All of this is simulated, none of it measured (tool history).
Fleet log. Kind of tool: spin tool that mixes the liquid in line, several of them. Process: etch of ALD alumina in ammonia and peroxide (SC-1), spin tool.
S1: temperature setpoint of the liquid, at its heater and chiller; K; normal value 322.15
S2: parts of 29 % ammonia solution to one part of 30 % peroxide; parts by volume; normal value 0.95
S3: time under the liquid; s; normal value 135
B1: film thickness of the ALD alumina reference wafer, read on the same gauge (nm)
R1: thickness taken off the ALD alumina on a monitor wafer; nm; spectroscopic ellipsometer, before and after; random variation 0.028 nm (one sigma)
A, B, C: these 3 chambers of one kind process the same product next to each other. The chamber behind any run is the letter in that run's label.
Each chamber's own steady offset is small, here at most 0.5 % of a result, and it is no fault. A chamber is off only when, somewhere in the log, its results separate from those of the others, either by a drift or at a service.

run 1B hour=3.6 | S1=322.15 S2=0.95 S3=135 | B1=60.030 | R1=5.4091
run 2A hour=8.0 | S1=322.15 S2=0.95 S3=135 | B1=59.990 | R1=5.4301
run 3C hour=11.4 | S1=322.15 S2=0.95 S3=135 | B1=59.943 | R1=5.4941
run 4A hour=15.6 | S1=322.15 S2=0.95 S3=135 | B1=60.009 | R1=5.4593
run 5B hour=19.2 | S1=328.65 S2=0.95 S3=135 | B1=60.035 | R1=7.7654
run 6C hour=23.9 | S1=328.65 S2=0.95 S3=135 | B1=59.985 | R1=7.7567
run 7B hour=29.8 | S1=328.65 S2=0.95 S3=135 | B1=60.021 | R1=7.7754
run 8C hour=34.3 | S1=322.15 S2=0.95 S3=135 | B1=60.047 | R1=5.4694
run 9A hour=40.8 | S1=322.15 S2=0.95 S3=135 | B1=60.002 | R1=5.4288
run 10C hour=45.3 | S1=322.15 S2=0.95 S3=135 | B1=60.005 | R1=5.4728
run 11A hour=50.6 | S1=322.15 S2=0.95 S3=135 | B1=60.021 | R1=5.3993
run 12B hour=54.2 | S1=322.15 S2=0.95 S3=135 | B1=59.983 | R1=5.4229
run 13C hour=57.8 | S1=313.15 S2=0.95 S3=135 | B1=59.982 | R1=3.2901
run 14A hour=63.3 | S1=313.15 S2=0.95 S3=135 | B1=59.961 | R1=3.2369
-- hour=64.4 chamber A: new drum of ammonia solution connected
run 15B hour=71.1 | S1=313.15 S2=0.95 S3=135 | B1=59.993 | R1=3.2006
run 16C hour=74.9 | S1=322.15 S2=0.95 S3=135 | B1=60.009 | R1=5.5684
run 17B hour=79.8 | S1=322.15 S2=0.95 S3=135 | B1=59.992 | R1=5.4681
run 18A hour=85.1 | S1=322.15 S2=0.95 S3=135 | B1=59.985 | R1=5.4040
run 19C hour=90.0 | S1=322.15 S2=0.65 S3=60 | B1=59.954 | R1=2.4202
run 20A hour=96.9 | S1=322.15 S2=0.65 S3=60 | B1=59.972 | R1=2.3463
run 21B hour=100.7 | S1=322.15 S2=0.65 S3=60 | B1=59.934 | R1=2.3533
run 22C hour=108.4 | S1=325.15 S2=0.95 S3=205 | B1=59.972 | R1=10.0890
run 23A hour=112.8 | S1=325.15 S2=0.95 S3=205 | B1=59.974 | R1=9.8746
run 24B hour=119.9 | S1=325.15 S2=0.95 S3=205 | B1=60.004 | R1=9.8246
run 25A hour=127.2 | S1=322.15 S2=0.95 S3=135 | B1=60.019 | R1=5.4226
run 26B hour=133.8 | S1=322.15 S2=0.75 S3=60 | B1=60.012 | R1=2.3463
-- hour=134.5 chamber C: new drum of ammonia solution connected
run 27C hour=139.6 | S1=322.15 S2=0.75 S3=60 | B1=60.004 | R1=2.4802

Read the log: is a single chamber off, either drifting away or since a service, is the gauge that measures every chamber drifting, or is nothing wrong beyond small per-chamber offsets? Name any odd chamber and what most likely caused it.

Chamber C drifts away from the others.
Cause: liquid hotter than its thermometer reads (K) = 0.94.

Here are 4 candidates for chamber C's next run, each the usual settings with a change, their results left as question marks. Which one brings its results back in line with what the others give on the usual settings?
To be in line, a result may differ from the other chambers' mean on the usual settings by at most: R1 0.0980 nm
run 28C-1 hour=145.2 | S1=322.15 S2=0.75 S3=135 | R1=?
run 28C-2 hour=145.2 | S1=321.15 S2=0.95 S3=135 | R1=?
run 28C-3 hour=145.2 | S1=322.65 S2=0.95 S3=140 | R1=?
run 28C-4 hour=145.2 | S1=322.15 S2=1.15 S3=135 | R1=?

Other chambers, usual settings, mean: R1 5.4425 nm
run=28C-1 R1=5.6241
run=28C-2 R1=5.4409
run=28C-3 R1=6.1282
run=28C-4 R1=5.8532
Change 28C-2 lands the chamber within the allowed miss of the other chambers.

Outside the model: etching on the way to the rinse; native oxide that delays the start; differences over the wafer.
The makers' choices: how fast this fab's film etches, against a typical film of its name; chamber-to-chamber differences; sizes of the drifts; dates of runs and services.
